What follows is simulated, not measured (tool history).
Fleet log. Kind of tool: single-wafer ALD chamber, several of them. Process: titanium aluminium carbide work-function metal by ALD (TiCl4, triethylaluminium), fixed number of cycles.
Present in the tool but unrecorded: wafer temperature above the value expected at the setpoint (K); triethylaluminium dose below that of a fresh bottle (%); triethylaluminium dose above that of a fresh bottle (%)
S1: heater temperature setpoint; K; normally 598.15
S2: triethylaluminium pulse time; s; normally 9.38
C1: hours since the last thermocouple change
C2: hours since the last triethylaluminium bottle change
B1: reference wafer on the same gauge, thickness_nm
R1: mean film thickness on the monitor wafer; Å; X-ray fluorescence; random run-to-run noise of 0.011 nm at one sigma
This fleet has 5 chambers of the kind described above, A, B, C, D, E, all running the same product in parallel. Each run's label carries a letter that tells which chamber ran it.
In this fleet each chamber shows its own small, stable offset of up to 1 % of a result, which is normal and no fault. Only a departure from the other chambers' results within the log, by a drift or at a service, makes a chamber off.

run	hour	S1	S2	C1	C2	B1	R1
1A	2.9	598.15	9.38	1016.4	456.9	1.7673	21.854
2B	5.0	598.15	9.38	1677.7	579.4	1.7727	21.898
3E	7.7	598.15	9.38	288.3	248.3	1.7712	21.992
4C	9.6	598.15	9.38	167.0	778.8	1.7691	21.949
5D	12.6	598.15	9.38	1128.2	465.4	1.7687	21.637
6B	15.1	598.15	9.38	1687.8	589.5	1.7693	21.849
7C	18.1	598.15	9.38	175.5	787.3	1.7696	22.050
8A	20.5	598.15	9.38	1034.0	474.5	1.7698	21.773
9E	24.4	598.15	9.38	305.0	265.0	1.7708	21.971
10D	28.6	598.15	9.38	1144.2	481.4	1.7702	21.699
11A	31.5	598.15	9.38	1045.0	485.5	1.7710	21.767
12E	34.6	598.15	9.38	315.2	275.2	1.7676	22.153
13B	38.9	598.15	9.38	1711.6	613.3	1.7689	21.836
14D	42.4	598.15	9.38	1158.0	495.2	1.7684	21.670
15C	45.5	598.15	9.38	202.9	814.7	1.7702	22.128
16E	47.5	598.15	9.38	328.1	288.1	1.7689	21.876
17C	50.8	598.15	9.38	208.2	820.0	1.7717	21.724
18B	52.9	598.15	9.38	1725.6	627.3	1.7693	21.801
19D	55.7	598.15	9.38	1171.3	508.5	1.7686	21.862
20A	59.5	598.15	9.38	1073.0	513.5	1.7713	21.946
21C	61.7	598.15	9.38	219.1	830.9	1.7720	22.076
22B	63.6	598.15	9.38	1736.3	638.0	1.7714	22.085
23E	67.6	598.15	9.38	348.2	308.2	1.7719	21.886
# hour 69.9: chamber D: thermocouple changed; heater temperature recalibrated
24D	71.9	598.15	9.38	2.0	524.7	1.7694	21.773
25A	75.8	612.15	6.57	1089.3	529.8	1.7709	21.758
26A	79.8	612.15	6.57	1093.3	533.8	1.7695	21.461
27D	84.0	612.15	6.57	14.1	536.8	1.7693	21.497
28E	86.4	612.15	6.57	367.0	327.0	1.7713	21.928
29C	90.7	612.15	6.57	248.1	859.9	1.7706	21.513
30B	94.0	598.15	9.38	1766.7	668.4	1.7690	21.899
31A	97.5	598.15	9.38	1111.0	551.5	1.7690	21.963
32D	101.6	598.15	9.38	31.7	554.4	1.7708	21.795
33C	105.5	598.15	9.38	262.9	874.7	1.7715	22.194
34B	108.8	598.15	9.38	1781.5	683.2	1.7694	21.731
35E	111.8	598.15	9.38	392.4	352.4	1.7698	21.993

For the next run the whole fleet of 5 chambers uses the same settings. Give each chamber's results:
36A	114.9	598.15	9.38				?
36B	114.9	598.15	9.38				?
36C	114.9	598.15	9.38				?
36D	114.9	598.15	9.38				?
36E	114.9	598.15	9.38				?

run	R1
36A	21.957
36B	21.796
36C	21.830
36D	21.851
36E	22.054

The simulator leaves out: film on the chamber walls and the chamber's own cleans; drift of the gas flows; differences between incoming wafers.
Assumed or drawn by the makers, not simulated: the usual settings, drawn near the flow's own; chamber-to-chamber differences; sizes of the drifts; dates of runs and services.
